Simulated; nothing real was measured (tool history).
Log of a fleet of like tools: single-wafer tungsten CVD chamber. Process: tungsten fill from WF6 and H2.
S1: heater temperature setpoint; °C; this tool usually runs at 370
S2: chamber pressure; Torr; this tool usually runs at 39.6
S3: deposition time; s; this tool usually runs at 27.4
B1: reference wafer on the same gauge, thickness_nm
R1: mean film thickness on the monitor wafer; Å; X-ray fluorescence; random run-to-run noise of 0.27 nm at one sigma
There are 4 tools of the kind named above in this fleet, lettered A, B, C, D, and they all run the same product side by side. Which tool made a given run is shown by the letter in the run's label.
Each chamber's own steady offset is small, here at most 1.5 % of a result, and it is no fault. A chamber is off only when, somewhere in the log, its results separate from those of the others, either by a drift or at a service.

run	hour	S1	S2	S3	B1	R1
1A	11	370	39.6	27.4	56.085	504.1
2B	21	370	39.6	27.4	56.129	507.25
3C	28.7	370	39.6	27.4	56.089	493.83
# hour 32.5: chamber B: capacitance manometer re-zeroed and calibrated
4D	40.4	370	39.6	27.4	55.968	507.63
5C	50.7	370	39.6	27.4	56.078	493.78
6D	62.1	370	39.6	27.4	56.18	506.76
7B	72.4	370	39.6	27.4	56.067	508.92
8A	85.6	370	39.6	27.4	56.095	501.3
9B	97.8	370	39.6	27.4	56.133	506.28
10A	110.4	370	39.6	27.4	56.042	500.63
11D	120.9	370	39.6	27.4	56.127	500.67
# hour 123.7: chamber C: thermocouple changed; heater temperature recalibrated
12C	128	370	39.6	27.4	56.106	497.45
13D	134.1	370	39.6	27.4	56.09	506.39
14B	142.5	370	39.6	27.4	56.156	509.3
15A	153.6	370	39.6	27.4	56.089	500.82
16C	166.7	370	39.6	27.4	56.118	495.4
17A	178.5	370	39.6	27.4	56.179	498.78
18C	188.5	380	39.6	27.4	56.042	607.82
19B	196.1	380	39.6	27.4	56.115	625.71
20D	206.9	380	39.6	27.4	56.126	624.56
21A	217.9	380	39.6	27.4	56.123	618.52
22C	228.9	370	39.6	27.4	56.108	496.64
23D	238.2	370	39.6	27.4	56.101	506.18
24B	249.5	370	39.6	27.4	56.068	505.35
25A	260.1	370	39.6	27.4	56.137	499.99
26D	273	370	39.6	27.4	56.067	508.33
27B	286.1	370	39.6	27.4	56.073	516.12
28C	295.2	370	39.6	27.4	56.062	493.53
29D	304.5	370	39.6	27.4	56.07	507.45
30B	317.8	370	39.6	27.4	56.045	511.12

One chamber off, gauge drift, or nothing amiss beyond the chambers' own small offsets? If it is a chamber, which one, and what is the likeliest cause?

Nothing is wrong: each chamber keeps only its own small, steady offset and the gauge holds still.

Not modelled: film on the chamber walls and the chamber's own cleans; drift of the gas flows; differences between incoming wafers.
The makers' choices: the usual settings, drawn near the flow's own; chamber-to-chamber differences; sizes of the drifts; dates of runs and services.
